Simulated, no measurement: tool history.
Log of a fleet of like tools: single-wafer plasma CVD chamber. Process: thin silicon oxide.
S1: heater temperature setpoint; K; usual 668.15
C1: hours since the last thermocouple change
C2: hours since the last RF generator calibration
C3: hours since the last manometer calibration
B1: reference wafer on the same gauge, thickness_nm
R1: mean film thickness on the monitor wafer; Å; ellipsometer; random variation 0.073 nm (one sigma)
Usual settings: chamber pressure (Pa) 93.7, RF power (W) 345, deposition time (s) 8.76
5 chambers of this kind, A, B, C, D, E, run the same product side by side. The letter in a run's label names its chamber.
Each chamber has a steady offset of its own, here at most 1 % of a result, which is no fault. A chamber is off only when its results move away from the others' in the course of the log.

{"run": "1A", "hour": 4.8, "S1": 668.15, "chamber pressure (Pa)": 93.7, "RF power (W)": 345, "deposition time (s)": 8.76, "C1": 526.1, "C2": 978.5, "C3": 388.1, "B1": 17.684, "R1": 149.61}
{"run": "2E", "hour": 11.6, "S1": 668.15, "chamber pressure (Pa)": 93.7, "RF power (W)": 345, "deposition time (s)": 8.76, "C1": 761.8, "C2": 1002.8, "C3": 1138.4, "B1": 17.693, "R1": 151.31}
{"run": "3C", "hour": 19.0, "S1": 668.15, "chamber pressure (Pa)": 93.7, "RF power (W)": 345, "deposition time (s)": 8.76, "C1": 830.4, "C2": 899.7, "C3": 1002, "B1": 17.678, "R1": 150.39}
{"run": "4D", "hour": 27.0, "S1": 668.15, "chamber pressure (Pa)": 93.7, "RF power (W)": 345, "deposition time (s)": 8.76, "C1": 642.3, "C2": 989.9, "C3": 1060.5, "B1": 17.716, "R1": 150.44}
{"run": "5B", "hour": 35.3, "S1": 668.15, "chamber pressure (Pa)": 93.7, "RF power (W)": 345, "deposition time (s)": 8.76, "C1": 1341, "C2": 2010.6, "C3": 620.1, "B1": 17.701, "R1": 148.96}
{"run": "6B", "hour": 44.4, "S1": 668.15, "chamber pressure (Pa)": 93.7, "RF power (W)": 345, "deposition time (s)": 8.76, "C1": 1350.1, "C2": 2019.7, "C3": 629.2, "B1": 17.703, "R1": 150.92}
{"run": "7E", "hour": 53.4, "S1": 668.15, "chamber pressure (Pa)": 93.7, "RF power (W)": 345, "deposition time (s)": 8.76, "C1": 803.6, "C2": 1044.6, "C3": 1180.2, "B1": 17.685, "R1": 149.5}
{"run": "8D", "hour": 57.8, "S1": 668.15, "chamber pressure (Pa)": 93.7, "RF power (W)": 345, "deposition time (s)": 8.76, "C1": 673.1, "C2": 1020.7, "C3": 1091.3, "B1": 17.704, "R1": 151.13}
{"run": "9A", "hour": 63.8, "S1": 668.15, "chamber pressure (Pa)": 93.7, "RF power (W)": 315, "deposition time (s)": 8.76, "C1": 585.1, "C2": 1037.5, "C3": 447.1, "B1": 17.676, "R1": 143.27}
{"run": "10C", "hour": 70.8, "S1": 668.15, "chamber pressure (Pa)": 93.7, "RF power (W)": 315, "deposition time (s)": 8.76, "C1": 882.2, "C2": 951.5, "C3": 1053.8, "B1": 17.699, "R1": 144.42}
{"run": "11D", "hour": 75.6, "S1": 668.15, "chamber pressure (Pa)": 93.7, "RF power (W)": 315, "deposition time (s)": 8.76, "C1": 690.9, "C2": 1038.5, "C3": 1109.1, "B1": 17.709, "R1": 145.91}
{"run": "12A", "hour": 81.9, "S1": 668.15, "chamber pressure (Pa)": 93.7, "RF power (W)": 315, "deposition time (s)": 8.76, "C1": 603.2, "C2": 1055.6, "C3": 465.2, "B1": 17.7, "R1": 143.45}
{"run": "13C", "hour": 88.8, "S1": 668.15, "chamber pressure (Pa)": 93.7, "RF power (W)": 315, "deposition time (s)": 8.76, "C1": 900.2, "C2": 969.5, "C3": 1071.8, "B1": 17.684, "R1": 145.32}
{"run": "14B", "hour": 93.4, "S1": 668.15, "chamber pressure (Pa)": 93.7, "RF power (W)": 345, "deposition time (s)": 8.76, "C1": 1399.1, "C2": 2068.7, "C3": 678.2, "B1": 17.704, "R1": 150.39}
{"run": "15E", "hour": 102.8, "S1": 668.15, "chamber pressure (Pa)": 93.7, "RF power (W)": 345, "deposition time (s)": 8.76, "C1": 853, "C2": 1094, "C3": 1229.6, "B1": 17.68, "R1": 148.11}
{"run": "16A", "hour": 111.3, "S1": 668.15, "chamber pressure (Pa)": 93.7, "RF power (W)": 345, "deposition time (s)": 8.76, "C1": 632.6, "C2": 1085, "C3": 494.6, "B1": 17.705, "R1": 149.43}
{"run": "17C", "hour": 120.0, "S1": 668.15, "chamber pressure (Pa)": 93.7, "RF power (W)": 345, "deposition time (s)": 8.76, "C1": 931.4, "C2": 1000.7, "C3": 1103, "B1": 17.716, "R1": 151.42}
{"run": "18D", "hour": 128.3, "S1": 668.15, "chamber pressure (Pa)": 93.7, "RF power (W)": 345, "deposition time (s)": 8.76, "C1": 743.6, "C2": 1091.2, "C3": 1161.8, "B1": 17.689, "R1": 151.96}
{"run": "19E", "hour": 134.2, "S1": 668.15, "chamber pressure (Pa)": 93.7, "RF power (W)": 345, "deposition time (s)": 8.76, "C1": 884.4, "C2": 1125.4, "C3": 1261, "B1": 17.689, "R1": 147.93}
{"run": "20B", "hour": 141.4, "S1": 668.15, "chamber pressure (Pa)": 93.7, "RF power (W)": 345, "deposition time (s)": 8.76, "C1": 1447.1, "C2": 2116.7, "C3": 726.2, "B1": 17.701, "R1": 149.04}
{"run": "21E", "hour": 148.1, "S1": 668.15, "chamber pressure (Pa)": 93.7, "RF power (W)": 345, "deposition time (s)": 8.76, "C1": 898.3, "C2": 1139.3, "C3": 1274.9, "B1": 17.725, "R1": 149.19}
{"run": "22C", "hour": 156.1, "S1": 668.15, "chamber pressure (Pa)": 93.7, "RF power (W)": 345, "deposition time (s)": 8.76, "C1": 967.5, "C2": 1036.8, "C3": 1139.1, "B1": 17.702, "R1": 150.55}
{"run": "23B", "hour": 164.3, "S1": 668.15, "chamber pressure (Pa)": 93.7, "RF power (W)": 345, "deposition time (s)": 8.76, "C1": 1470, "C2": 2139.6, "C3": 749.1, "B1": 17.696, "R1": 149.68}
{"run": "24A", "hour": 170.1, "S1": 668.15, "chamber pressure (Pa)": 93.7, "RF power (W)": 345, "deposition time (s)": 8.76, "C1": 691.4, "C2": 1143.8, "C3": 553.4, "B1": 17.693, "R1": 147.79}
{"run": "25D", "hour": 176.1, "S1": 668.15, "chamber pressure (Pa)": 93.7, "RF power (W)": 345, "deposition time (s)": 8.76, "C1": 791.4, "C2": 1139, "C3": 1209.6, "B1": 17.7, "R1": 152.7}
{"run": "26E", "hour": 183.2, "S1": 668.15, "chamber pressure (Pa)": 80.8, "RF power (W)": 345, "deposition time (s)": 8.76, "C1": 933.4, "C2": 1174.4, "C3": 1310, "B1": 17.712, "R1": 125.52}
{"run": "27D", "hour": 190.4, "S1": 668.15, "chamber pressure (Pa)": 80.8, "RF power (W)": 345, "deposition time (s)": 8.76, "C1": 805.7, "C2": 1153.3, "C3": 1223.9, "B1": 17.68, "R1": 129.61}
{"run": "28A", "hour": 200.2, "S1": 668.15, "chamber pressure (Pa)": 80.8, "RF power (W)": 345, "deposition time (s)": 8.76, "C1": 721.5, "C2": 1173.9, "C3": 583.5, "B1": 17.713, "R1": 127.06}
{"hour": 205.4, "done": "chamber C: RF generator calibrated"}
{"run": "29C", "hour": 209.5, "S1": 668.15, "chamber pressure (Pa)": 80.8, "RF power (W)": 345, "deposition time (s)": 8.76, "C1": 1020.9, "C2": 4.2, "C3": 1192.5, "B1": 17.684, "R1": 127.98}
{"run": "30B", "hour": 215.7, "S1": 668.15, "chamber pressure (Pa)": 80.8, "RF power (W)": 345, "deposition time (s)": 8.76, "C1": 1521.4, "C2": 2191, "C3": 800.5, "B1": 17.699, "R1": 126.88}
{"run": "31C", "hour": 221.0, "S1": 668.15, "chamber pressure (Pa)": 93.7, "RF power (W)": 345, "deposition time (s)": 8.76, "C1": 1032.4, "C2": 15.7, "C3": 1204, "B1": 17.705, "R1": 148.32}
{"run": "32B", "hour": 228.1, "S1": 668.15, "chamber pressure (Pa)": 93.7, "RF power (W)": 345, "deposition time (s)": 8.76, "C1": 1533.8, "C2": 2203.4, "C3": 812.9, "B1": 17.69, "R1": 150.86}
{"run": "33E", "hour": 233.4, "S1": 668.15, "chamber pressure (Pa)": 93.7, "RF power (W)": 345, "deposition time (s)": 8.76, "C1": 983.6, "C2": 1224.6, "C3": 1360.2, "B1": 17.702, "R1": 146.23}
{"run": "34A", "hour": 238.9, "S1": 668.15, "chamber pressure (Pa)": 93.7, "RF power (W)": 345, "deposition time (s)": 8.76, "C1": 760.2, "C2": 1212.6, "C3": 622.2, "B1": 17.712, "R1": 149.11}
{"run": "35D", "hour": 243.4, "S1": 668.15, "chamber pressure (Pa)": 93.7, "RF power (W)": 345, "deposition time (s)": 8.76, "C1": 858.7, "C2": 1206.3, "C3": 1276.9, "B1": 17.702, "R1": 151.59}
{"run": "36D", "hour": 251.2, "S1": 668.15, "chamber pressure (Pa)": 93.7, "RF power (W)": 345, "deposition time (s)": 8.76, "C1": 866.5, "C2": 1214.1, "C3": 1284.7, "B1": 17.706, "R1": 150.65}
{"run": "37E", "hour": 260.3, "S1": 668.15, "chamber pressure (Pa)": 93.7, "RF power (W)": 345, "deposition time (s)": 8.76, "C1": 1010.5, "C2": 1251.5, "C3": 1387.1, "B1": 17.696, "R1": 145.15}
{"run": "38B", "hour": 265.9, "S1": 668.15, "chamber pressure (Pa)": 93.7, "RF power (W)": 345, "deposition time (s)": 8.76, "C1": 1571.6, "C2": 2241.2, "C3": 850.7, "B1": 17.737, "R1": 150.01}
{"run": "39A", "hour": 273.6, "S1": 668.15, "chamber pressure (Pa)": 93.7, "RF power (W)": 345, "deposition time (s)": 9.3, "C1": 794.9, "C2": 1247.3, "C3": 656.9, "B1": 17.713, "R1": 159.41}
{"run": "40C", "hour": 282.5, "S1": 668.15, "chamber pressure (Pa)": 93.7, "RF power (W)": 345, "deposition time (s)": 9.3, "C1": 1093.9, "C2": 77.2, "C3": 1265.5, "B1": 17.67, "R1": 160.5}
{"run": "41B", "hour": 292.2, "S1": 668.15, "chamber pressure (Pa)": 93.7, "RF power (W)": 345, "deposition time (s)": 9.3, "C1": 1597.9, "C2": 2267.5, "C3": 877, "B1": 17.719, "R1": 158.93}
{"run": "42D", "hour": 301.6, "S1": 668.15, "chamber pressure (Pa)": 93.7, "RF power (W)": 345, "deposition time (s)": 9.3, "C1": 916.9, "C2": 1264.5, "C3": 1335.1, "B1": 17.713, "R1": 159.88}
{"run": "43E", "hour": 308.0, "S1": 668.15, "chamber pressure (Pa)": 93.7, "RF power (W)": 345, "deposition time (s)": 9.3, "C1": 1058.2, "C2": 1299.2, "C3": 1434.8, "B1": 17.714, "R1": 152.88}
{"run": "44A", "hour": 317.3, "S1": 668.15, "chamber pressure (Pa)": 93.7, "RF power (W)": 345, "deposition time (s)": 8.76, "C1": 838.6, "C2": 1291, "C3": 700.6, "B1": 17.693, "R1": 149.5}

What goes on in this fleet: one chamber off, a drifting gauge, or nothing beyond the chambers' own small offsets? Name the chamber and the cause, if any.

Chamber E drifts away from the others.
Cause: true pressure below the setpoint (%) = 3.79.
The log may not tell that from: delivered RF power below the setpoint (%).

Here are 4 candidates for chamber E's next run, each the usual settings with a change, their results left as question marks. Which one brings its results back in line with what the others give on the usual settings?
In line means no further than this from the other chambers' mean on the usual settings: R1 2.6 Å
{"run": "45E-1", "hour": 324.3, "S1": 668.15, "chamber pressure (Pa)": 90.1, "RF power (W)": 345, "deposition time (s)": 8.76, "R1": "?"}
{"run": "45E-2", "hour": 324.3, "S1": 668.15, "chamber pressure (Pa)": 93.7, "RF power (W)": 285, "deposition time (s)": 8.76, "R1": "?"}
{"run": "45E-3", "hour": 324.3, "S1": 668.15, "chamber pressure (Pa)": 97.9, "RF power (W)": 345, "deposition time (s)": 8.99, "R1": "?"}
{"run": "45E-4", "hour": 324.3, "S1": 668.15, "chamber pressure (Pa)": 95.9, "RF power (W)": 345, "deposition time (s)": 8.88, "R1": "?"}

The other chambers' mean on the usual settings: R1 150.12 Å
run=45E-1 R1=138.19
run=45E-2 R1=133.57
run=45E-3 R1=154.82
run=45E-4 R1=149.69
45E-4 brings the chamber back in line.
